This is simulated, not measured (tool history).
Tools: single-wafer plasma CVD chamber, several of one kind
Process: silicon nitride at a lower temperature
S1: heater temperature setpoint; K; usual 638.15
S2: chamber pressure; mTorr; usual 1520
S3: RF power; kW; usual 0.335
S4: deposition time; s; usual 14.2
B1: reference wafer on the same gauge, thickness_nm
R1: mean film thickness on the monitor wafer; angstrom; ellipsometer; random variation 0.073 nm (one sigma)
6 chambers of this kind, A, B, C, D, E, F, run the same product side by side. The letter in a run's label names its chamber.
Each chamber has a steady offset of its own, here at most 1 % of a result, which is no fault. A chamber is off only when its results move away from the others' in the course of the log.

Run 1B, hour 6: usual settings; B1 17.902. Result: R1 174.23 angstrom.
Run 2E, hour 10.5: usual settings; B1 17.892. Result: R1 176.28 angstrom.
Run 3C, hour 16.7: usual settings; B1 17.899. Result: R1 174.58 angstrom.
Run 4A, hour 24.9: usual settings; B1 17.894. Result: R1 175.18 angstrom.
Run 5D, hour 28.9: usual settings; B1 17.889. Result: R1 174.41 angstrom.
Run 6F, hour 35.8: usual settings; B1 17.896. Result: R1 174.63 angstrom.
Run 7D, hour 42.3: usual settings; B1 17.901. Result: R1 175.19 angstrom.
Run 8C, hour 47.2: usual settings; B1 17.903. Result: R1 177.19 angstrom.
Run 9F, hour 51.9: usual settings; B1 17.924. Result: R1 175.61 angstrom.
Run 10E, hour 56.9: usual settings; B1 17.887. Result: R1 173.34 angstrom.
Run 11B, hour 63: usual settings; B1 17.872. Result: R1 175.38 angstrom.
Run 12A, hour 71.3: usual settings; B1 17.896. Result: R1 173.38 angstrom.
Run 13D, hour 78.4: usual settings; B1 17.91. Result: R1 175.98 angstrom.
Run 14B, hour 82.7: usual settings; B1 17.908. Result: R1 175.79 angstrom.
Run 15A, hour 88.3: usual settings; B1 17.879. Result: R1 174.2 angstrom.
Run 16E, hour 93.5: usual settings; B1 17.891. Result: R1 175.42 angstrom.
Run 17C, hour 97.4: usual settings; B1 17.897. Result: R1 175.92 angstrom.
Run 18F, hour 105.1: usual settings but S2 1330 mTorr, S4 11.8 s; B1 17.903. Result: R1 140.47 angstrom.
Run 19D, hour 111.9: usual settings but S2 1330 mTorr, S4 11.8 s; B1 17.905. Result: R1 141.1 angstrom.
At hour 116.8: chamber C: RF generator calibrated.
Run 20B, hour 118.5: usual settings but S2 1330 mTorr, S4 11.8 s; B1 17.906. Result: R1 141.12 angstrom.
Run 21C, hour 125.7: usual settings but S2 1330 mTorr, S4 11.8 s; B1 17.897. Result: R1 140.84 angstrom.
Run 22E, hour 133.7: usual settings but S2 1330 mTorr, S4 11.8 s; B1 17.899. Result: R1 139.01 angstrom.
Run 23F, hour 139.4: usual settings but S2 1330 mTorr, S4 11.8 s; B1 17.892. Result: R1 139.41 angstrom.
Run 24A, hour 145.7: usual settings; B1 17.895. Result: R1 174.58 angstrom.
Run 25B, hour 154.2: usual settings; B1 17.909. Result: R1 175.42 angstrom.
Run 26A, hour 160.6: usual settings; B1 17.913. Result: R1 175.53 angstrom.
Run 27F, hour 169: usual settings; B1 17.894. Result: R1 176.21 angstrom.
Run 28E, hour 174: usual settings; B1 17.906. Result: R1 174.77 angstrom.
Run 29C, hour 180.8: usual settings; B1 17.892. Result: R1 176.52 angstrom.
Run 30D, hour 187.6: usual settings; B1 17.883. Result: R1 174.27 angstrom.
Run 31B, hour 194.7: usual settings; B1 17.895. Result: R1 174.24 angstrom.
Run 32D, hour 198.8: usual settings but S4 15.7 s; B1 17.889. Result: R1 192.62 angstrom.
Run 33C, hour 203.2: usual settings but S4 15.7 s; B1 17.89. Result: R1 195.1 angstrom.
Run 34E, hour 208.5: usual settings but S4 15.7 s; B1 17.879. Result: R1 193.33 angstrom.
Run 35F, hour 216.4: usual settings but S4 15.7 s; B1 17.916. Result: R1 194.14 angstrom.
Run 36A, hour 221.3: usual settings but S4 15.7 s; B1 17.905. Result: R1 193.53 angstrom.
Run 37A, hour 229: usual settings but S4 15.7 s; B1 17.891. Result: R1 192.88 angstrom.
Run 38F, hour 234.2: usual settings; B1 17.885. Result: R1 175 angstrom.
Run 39D, hour 242.5: usual settings but S2 1320 mTorr; B1 17.91. Result: R1 167.75 angstrom.
Run 40C, hour 248.7: usual settings but S2 1320 mTorr; B1 17.905. Result: R1 169.27 angstrom.
At hour 254.5: chamber B: capacitance manometer re-zeroed and calibrated.
Run 41B, hour 257.1: usual settings but S2 1320 mTorr; B1 17.896. Result: R1 167.02 angstrom.
Run 42E, hour 265.4: usual settings but S2 1320 mTorr; B1 17.919. Result: R1 168.16 angstrom.
Run 43F, hour 272.4: usual settings but S2 1320 mTorr; B1 17.918. Result: R1 168.8 angstrom.
At hour 279.8: chamber A: capacitance manometer re-zeroed and calibrated.
Run 44A, hour 280.9: usual settings but S2 1320 mTorr; B1 17.907. Result: R1 167.47 angstrom.

What goes on in this fleet: one chamber off, a drifting gauge, or nothing beyond the chambers' own small offsets? Name the chamber and the cause, if any.

No chamber stands off beyond its own small offset, and the gauge holds steady.
